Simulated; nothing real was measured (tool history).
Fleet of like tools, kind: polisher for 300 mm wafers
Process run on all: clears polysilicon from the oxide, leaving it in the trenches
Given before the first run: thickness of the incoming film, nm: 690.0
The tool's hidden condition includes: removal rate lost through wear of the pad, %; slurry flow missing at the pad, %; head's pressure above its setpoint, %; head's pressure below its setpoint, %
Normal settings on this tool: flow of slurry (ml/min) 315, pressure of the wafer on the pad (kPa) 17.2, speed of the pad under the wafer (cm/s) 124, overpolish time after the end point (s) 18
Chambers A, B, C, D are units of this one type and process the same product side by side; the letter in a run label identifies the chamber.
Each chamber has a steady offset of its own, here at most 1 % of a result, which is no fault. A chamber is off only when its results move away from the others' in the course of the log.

| run | hour | flow of slurry (ml/min) | pressure of the wafer on the pad (kPa) | speed of the pad under the wafer (cm/s) | overpolish time after the end point (s) | wafers polished on this pad | hours since the slurry nozzle was cleaned | hours since the head pressure was calibrated | time until the end point was called (s) | dishing of a wide line in a test structure (nm) |
|---|---|---|---|---|---|---|---|---|---|---|
| 1B | 5.1 | 315 | 17.2 | 124 | 18 | 751 | 21.5 | 608.8 | 47.214 | 66.421 |
| 2C | 9.4 | 315 | 17.2 | 124 | 18 | 610 | 253.2 | 407.4 | 47.088 | 68.086 |
| 3D | 13.9 | 315 | 17.2 | 124 | 18 | 362 | 74.4 | 198.2 | 47.302 | 67.644 |
| 4A | 18.6 | 315 | 17.2 | 124 | 18 | 680 | 545.4 | 305.5 | 48.162 | 68.317 |
| 5D | 24 | 315 | 17.2 | 160 | 18 | 455 | 84.5 | 208.3 | 36.2 | 68.392 |
|  | 26.3 | chamber C: worn pad replaced by a new one |
|  | 27.2 | chamber B: worn pad replaced by a new one |
| 6A | 29.9 | 315 | 17.2 | 160 | 18 | 784 | 556.7 | 316.8 | 36.104 | 69.1 |
| 7B | 33.4 | 315 | 17.2 | 160 | 18 | 57 | 49.8 | 637.1 | 36.646 | 70.418 |
| 8C | 40.8 | 315 | 17.2 | 160 | 18 | 133 | 284.6 | 438.8 | 37.46 | 69.476 |
| 9A | 48.1 | 315 | 17.2 | 124 | 18 | 951 | 574.9 | 335 | 47.272 | 68.544 |
| 10B | 52.3 | 315 | 17.2 | 124 | 18 | 230 | 68.7 | 656 | 47.798 | 67.563 |
| 11D | 57.2 | 315 | 17.2 | 124 | 18 | 760 | 117.7 | 241.5 | 47.846 | 68.031 |
|  | 60 | chamber D: worn pad replaced by a new one |
| 12C | 63.9 | 315 | 17.2 | 124 | 18 | 345 | 307.7 | 461.9 | 48.305 | 69.639 |
| 13C | 70.5 | 315 | 17.2 | 124 | 13 | 405 | 314.3 | 468.5 | 47.699 | 64.268 |
| 14D | 75.9 | 315 | 17.2 | 124 | 13 | 146 | 136.4 | 260.2 | 47.074 | 63.665 |
|  | 78.2 | chamber B: head pressure recalibrated |
| 15B | 82 | 315 | 17.2 | 124 | 13 | 503 | 98.4 | 3.8 | 52.225 | 64.455 |
| 16A | 85.7 | 315 | 17.2 | 124 | 13 | 1296 | 612.5 | 372.6 | 46.799 | 65.468 |
| 17D | 91.7 | 315 | 17.2 | 124 | 18 | 291 | 152.2 | 276 | 46.748 | 67.605 |
| 18B | 96.3 | 315 | 17.2 | 124 | 18 | 634 | 112.7 | 18.1 | 51.265 | 67.891 |
| 19A | 101.2 | 315 | 17.2 | 154 | 29 | 1438 | 628 | 388.1 | 38.463 | 70.395 |
|  | 106.8 | chamber B: worn pad replaced by a new one |
|  | 106.8 | chamber A: worn pad replaced by a new one |
| 20C | 107.6 | 315 | 17.2 | 154 | 29 | 746 | 351.4 | 505.6 | 38.377 | 70.4 |
| 21B | 112.6 | 315 | 17.2 | 154 | 29 | 53 | 129 | 34.4 | 42.032 | 69.579 |
| 22D | 116.6 | 315 | 17.2 | 154 | 29 | 519 | 177.1 | 300.9 | 38.418 | 70.43 |
| 23C | 120.9 | 315 | 17.2 | 124 | 18 | 868 | 364.7 | 518.9 | 47.795 | 69.607 |
| 24A | 125.9 | 315 | 17.2 | 124 | 18 | 176 | 652.7 | 412.8 | 47.792 | 68.608 |
|  | 127.2 | chamber C: worn pad replaced by a new one |
|  | 127.4 | chamber A: slurry nozzle cleaned |
| 25A | 131.5 | 315 | 17.2 | 124 | 18 | 227 | 4.1 | 418.4 | 48.299 | 68.174 |
| 26C | 138.4 | 315 | 17.2 | 124 | 18 | 103 | 382.2 | 536.4 | 48.968 | 69.086 |
| 27D | 143.2 | 315 | 17.2 | 124 | 18 | 763 | 203.7 | 327.5 | 47.182 | 67.298 |
|  | 145.5 | chamber D: worn pad replaced by a new one |
| 28B | 150 | 315 | 17.2 | 82 | 18 | 396 | 166.4 | 71.8 | 79.942 | 61.791 |
| 29D | 155.2 | 315 | 17.2 | 82 | 18 | 89 | 215.7 | 339.5 | 69.699 | 65.296 |
| 30A | 161.1 | 315 | 17.2 | 82 | 18 | 499 | 33.7 | 448 | 72.428 | 63.616 |
| 31B | 167.6 | 315 | 17.2 | 82 | 18 | 558 | 184 | 89.4 | 80.022 | 62.506 |
| 32C | 174.4 | 315 | 17.2 | 124 | 18 | 433 | 418.2 | 572.4 | 47.842 | 69.355 |
| 33D | 178.4 | 315 | 17.2 | 124 | 18 | 302 | 238.9 | 362.7 | 47.308 | 68.223 |
| 34B | 182.2 | 410 | 11 | 124 | 18 | 692 | 198.6 | 104 | 79.236 | 61.662 |
| 35C | 188.8 | 410 | 11 | 124 | 18 | 566 | 432.6 | 586.8 | 71.865 | 63.754 |

Has any chamber moved away from the others, gradually or after a service, or does the common gauge drift, or do the chambers differ only by their own small steady offsets? State the chamber and the most likely cause if one applies.

After it was serviced, chamber B no longer matches the other chambers.
Most likely cause: head's pressure below its setpoint, % = 7.59.

Chamber B could run next with any of the 4 candidate recipes listed below; each alters the usual settings, and their results appear as question marks. Which one brings its results back in line with what the other chambers deliver on the usual settings?
In line means no further than this from the other chambers' mean on the usual settings: time until the end point was called (s) 1.6; dishing of a wide line in a test structure (nm) 2.7
| 36B-1 | 194.2 | 315 | 17.9 | 130 | 18 |  |  |  | ? | ? |
| 36B-2 | 194.2 | 315 | 18.6 | 134 | 18 |  |  |  | ? | ? |
| 36B-3 | 194.2 | 315 | 15.9 | 116 | 18 |  |  |  | ? | ? |
| 36B-4 | 194.2 | 315 | 16.5 | 118 | 18 |  |  |  | ? | ? |

Other chambers, usual settings, mean: time until the end point was called (s) 47.531; dishing of a wide line in a test structure (nm) 68.406
| run | time until the end point was called (s) | dishing of a wide line in a test structure (nm) |
|---|---|---|
| 36B-1 | 47.65 | 68.02 |
| 36B-2 | 44.501 | 68.425 |
| 36B-3 | 60.444 | 65.937 |
| 36B-4 | 56.935 | 66.567 |
The answer is 36B-1, which returns the chamber to within the allowed miss of the others.
